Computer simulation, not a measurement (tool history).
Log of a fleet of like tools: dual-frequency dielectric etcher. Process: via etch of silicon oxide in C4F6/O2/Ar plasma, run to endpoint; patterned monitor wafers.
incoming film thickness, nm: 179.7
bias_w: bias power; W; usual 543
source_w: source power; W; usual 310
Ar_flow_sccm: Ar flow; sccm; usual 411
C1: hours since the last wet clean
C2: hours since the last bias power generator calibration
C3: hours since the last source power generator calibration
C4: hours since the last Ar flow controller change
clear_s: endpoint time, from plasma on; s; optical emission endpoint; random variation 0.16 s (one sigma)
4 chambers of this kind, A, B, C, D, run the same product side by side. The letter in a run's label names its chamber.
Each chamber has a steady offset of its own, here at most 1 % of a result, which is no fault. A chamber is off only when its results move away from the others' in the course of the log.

run 1A hour=9.3 | bias_w=543 source_w=310 Ar_flow_sccm=411 | C1=286.3 C2=1288.2 C3=211.1 C4=2683.3 | clear_s=43.862
run 2C hour=17.5 | bias_w=543 source_w=310 Ar_flow_sccm=411 | C1=314.0 C2=1480.5 C3=823.6 C4=1245.8 | clear_s=43.667
run 3D hour=24.0 | bias_w=543 source_w=310 Ar_flow_sccm=411 | C1=295.9 C2=1984.6 C3=1093.1 C4=71.3 | clear_s=43.710
run 4B hour=33.1 | bias_w=543 source_w=310 Ar_flow_sccm=411 | C1=104.3 C2=3549.4 C3=1872.6 C4=590.5 | clear_s=43.890
run 5C hour=39.8 | bias_w=543 source_w=310 Ar_flow_sccm=411 | C1=336.3 C2=1502.8 C3=845.9 C4=1268.1 | clear_s=44.050
run 6D hour=51.8 | bias_w=543 source_w=310 Ar_flow_sccm=411 | C1=323.7 C2=2012.4 C3=1120.9 C4=99.1 | clear_s=43.917
run 7A hour=58.8 | bias_w=543 source_w=310 Ar_flow_sccm=411 | C1=335.8 C2=1337.7 C3=260.6 C4=2732.8 | clear_s=43.825
-- hour=67.8 chamber B: source power generator calibrated
run 8B hour=69.6 | bias_w=543 source_w=310 Ar_flow_sccm=411 | C1=140.8 C2=3585.9 C3=1.9 C4=627.0 | clear_s=44.075
run 9A hour=75.1 | bias_w=543 source_w=310 Ar_flow_sccm=411 | C1=352.1 C2=1354.0 C3=276.9 C4=2749.1 | clear_s=43.783
run 10D hour=83.6 | bias_w=421 source_w=260 Ar_flow_sccm=411 | C1=355.5 C2=2044.2 C3=1152.7 C4=130.9 | clear_s=51.433
run 11B hour=93.9 | bias_w=421 source_w=260 Ar_flow_sccm=411 | C1=165.1 C2=3610.2 C3=26.2 C4=651.3 | clear_s=51.619
run 12C hour=104.0 | bias_w=421 source_w=260 Ar_flow_sccm=411 | C1=400.5 C2=1567.0 C3=910.1 C4=1332.3 | clear_s=51.482
run 13C hour=116.1 | bias_w=421 source_w=260 Ar_flow_sccm=411 | C1=412.6 C2=1579.1 C3=922.2 C4=1344.4 | clear_s=51.698
run 14B hour=122.4 | bias_w=543 source_w=310 Ar_flow_sccm=411 | C1=193.6 C2=3638.7 C3=54.7 C4=679.8 | clear_s=43.937
run 15A hour=130.0 | bias_w=543 source_w=310 Ar_flow_sccm=411 | C1=407.0 C2=1408.9 C3=331.8 C4=2804.0 | clear_s=43.597
run 16D hour=140.1 | bias_w=543 source_w=310 Ar_flow_sccm=411 | C1=412.0 C2=2100.7 C3=1209.2 C4=187.4 | clear_s=43.772
run 17B hour=149.2 | bias_w=585 source_w=350 Ar_flow_sccm=411 | C1=220.4 C2=3665.5 C3=81.5 C4=706.6 | clear_s=41.051
run 18C hour=156.7 | bias_w=585 source_w=350 Ar_flow_sccm=411 | C1=453.2 C2=1619.7 C3=962.8 C4=1385.0 | clear_s=41.088
-- hour=160.2 chamber D: wet clean of the chamber
run 19D hour=164.2 | bias_w=585 source_w=350 Ar_flow_sccm=411 | C1=4.1 C2=2124.8 C3=1233.3 C4=211.5 | clear_s=40.860
run 20A hour=175.3 | bias_w=585 source_w=350 Ar_flow_sccm=411 | C1=452.3 C2=1454.2 C3=377.1 C4=2849.3 | clear_s=41.169
run 21C hour=187.2 | bias_w=543 source_w=310 Ar_flow_sccm=411 | C1=483.7 C2=1650.2 C3=993.3 C4=1415.5 | clear_s=43.886
run 22B hour=194.7 | bias_w=543 source_w=310 Ar_flow_sccm=411 | C1=265.9 C2=3711.0 C3=127.0 C4=752.1 | clear_s=43.855
run 23D hour=200.4 | bias_w=543 source_w=310 Ar_flow_sccm=411 | C1=40.3 C2=2161.0 C3=1269.5 C4=247.7 | clear_s=43.809
run 24A hour=211.4 | bias_w=543 source_w=310 Ar_flow_sccm=411 | C1=488.4 C2=1490.3 C3=413.2 C4=2885.4 | clear_s=44.772
run 25C hour=221.7 | bias_w=543 source_w=310 Ar_flow_sccm=411 | C1=518.2 C2=1684.7 C3=1027.8 C4=1450.0 | clear_s=43.504
run 26B hour=229.4 | bias_w=543 source_w=310 Ar_flow_sccm=411 | C1=300.6 C2=3745.7 C3=161.7 C4=786.8 | clear_s=43.762
run 27A hour=237.4 | bias_w=543 source_w=310 Ar_flow_sccm=411 | C1=514.4 C2=1516.3 C3=439.2 C4=2911.4 | clear_s=44.703
run 28D hour=244.2 | bias_w=543 source_w=310 Ar_flow_sccm=411 | C1=84.1 C2=2204.8 C3=1313.3 C4=291.5 | clear_s=43.603
run 29D hour=255.5 | bias_w=543 source_w=310 Ar_flow_sccm=411 | C1=95.4 C2=2216.1 C3=1324.6 C4=302.8 | clear_s=43.725

Is one chamber off against the others, does the gauge drift, or is nothing wrong? If a chamber is off, say which, and what the likeliest cause is.

Chamber A drifts away from the others.
Cause: etch rate under this chamber's usual, % = 3.12.

Here are 4 candidates for chamber A's next run, each the usual settings with a change, their results left as question marks. Which one brings its results back in line with what the others give on the usual settings?
In line means no further than this from the other chambers' mean on the usual settings: clear_s 0.570 s
run 30A-1 hour=264.2 | bias_w=629 source_w=310 Ar_flow_sccm=411 | clear_s=?
run 30A-2 hour=264.2 | bias_w=563 source_w=320 Ar_flow_sccm=411 | clear_s=?
run 30A-3 hour=264.2 | bias_w=502 source_w=290 Ar_flow_sccm=420 | clear_s=?
run 30A-4 hour=264.2 | bias_w=503 source_w=310 Ar_flow_sccm=411 | clear_s=?

The other chambers' mean on the usual settings: clear_s 43.882 s
run=30A-1 clear_s=42.727
run=30A-2 clear_s=44.066
run=30A-3 clear_s=47.855
run=30A-4 clear_s=46.534
30A-2 brings the chamber back in line.
